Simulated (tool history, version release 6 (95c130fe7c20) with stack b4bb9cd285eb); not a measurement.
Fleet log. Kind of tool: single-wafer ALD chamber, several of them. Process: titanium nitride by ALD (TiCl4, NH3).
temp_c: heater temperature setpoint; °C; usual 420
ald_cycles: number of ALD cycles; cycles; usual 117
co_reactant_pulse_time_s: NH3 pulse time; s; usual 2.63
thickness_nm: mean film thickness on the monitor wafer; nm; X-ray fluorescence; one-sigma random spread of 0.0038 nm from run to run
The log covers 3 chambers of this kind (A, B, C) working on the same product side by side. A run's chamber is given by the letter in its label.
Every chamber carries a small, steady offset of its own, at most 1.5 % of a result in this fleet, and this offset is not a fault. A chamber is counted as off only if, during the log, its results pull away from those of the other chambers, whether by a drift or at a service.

run,day,temp_c,ald_cycles,co_reactant_pulse_time_s,hours since the last thermocouple change,"read-back reference wafer on the same gauge, thickness_nm",thickness_nm
1C,0.150,420,117,2.63,68.2,2.3306,2.6270
2A,0.283,420,117,2.63,729.5,2.3308,2.6488
3B,0.538,420,117,2.63,964.6,2.3309,2.6213
4C,0.746,420,117,2.63,82.5,2.3329,2.6225
5B,1.000,420,117,2.63,975.7,2.3342,2.6124
6A,1.238,420,117,2.63,752.4,2.3343,2.6480
7C,1.442,420,117,2.63,99.2,2.3342,2.6214
8A,1.558,420,117,2.63,760.1,2.3353,2.6507
9B,1.788,420,117,2.63,994.6,2.3358,2.6210
10B,1.912,420,117,2.63,997.6,2.3364,2.6223
11A,2.121,420,117,2.63,773.6,2.3367,2.6555
12C,2.238,425,117,2.11,118.3,2.3374,2.6131
13A,2.383,425,117,2.11,779.9,2.3369,2.6417
14C,2.542,425,117,2.11,125.6,2.3383,2.6243
15B,2.671,420,117,2.63,1015.8,2.3383,2.6222
16B,2.846,420,117,2.63,1020.0,2.3384,2.6225
17C,3.046,420,117,2.63,137.7,2.3393,2.6282
18A,3.200,420,117,2.63,799.5,2.3409,2.6590
19A,3.417,420,117,2.63,804.7,2.3414,2.6608
20C,3.662,420,138,2.63,152.5,2.3421,3.1068
21B,3.854,420,138,2.63,1044.2,2.3409,3.0947
22A,4.050,420,138,2.63,819.9,2.3428,3.1382
23B,4.279,420,117,2.63,1054.4,2.3434,2.6253

All chambers now run identical settings, listed one chamber a line with results as question marks. What results will each chamber show?
24A,4.467,420,117,2.63,,,?
24B,4.467,420,117,2.63,,,?
24C,4.467,420,117,2.63,,,?

run,thickness_nm
24A,2.6647
24B,2.6215
24C,2.6305
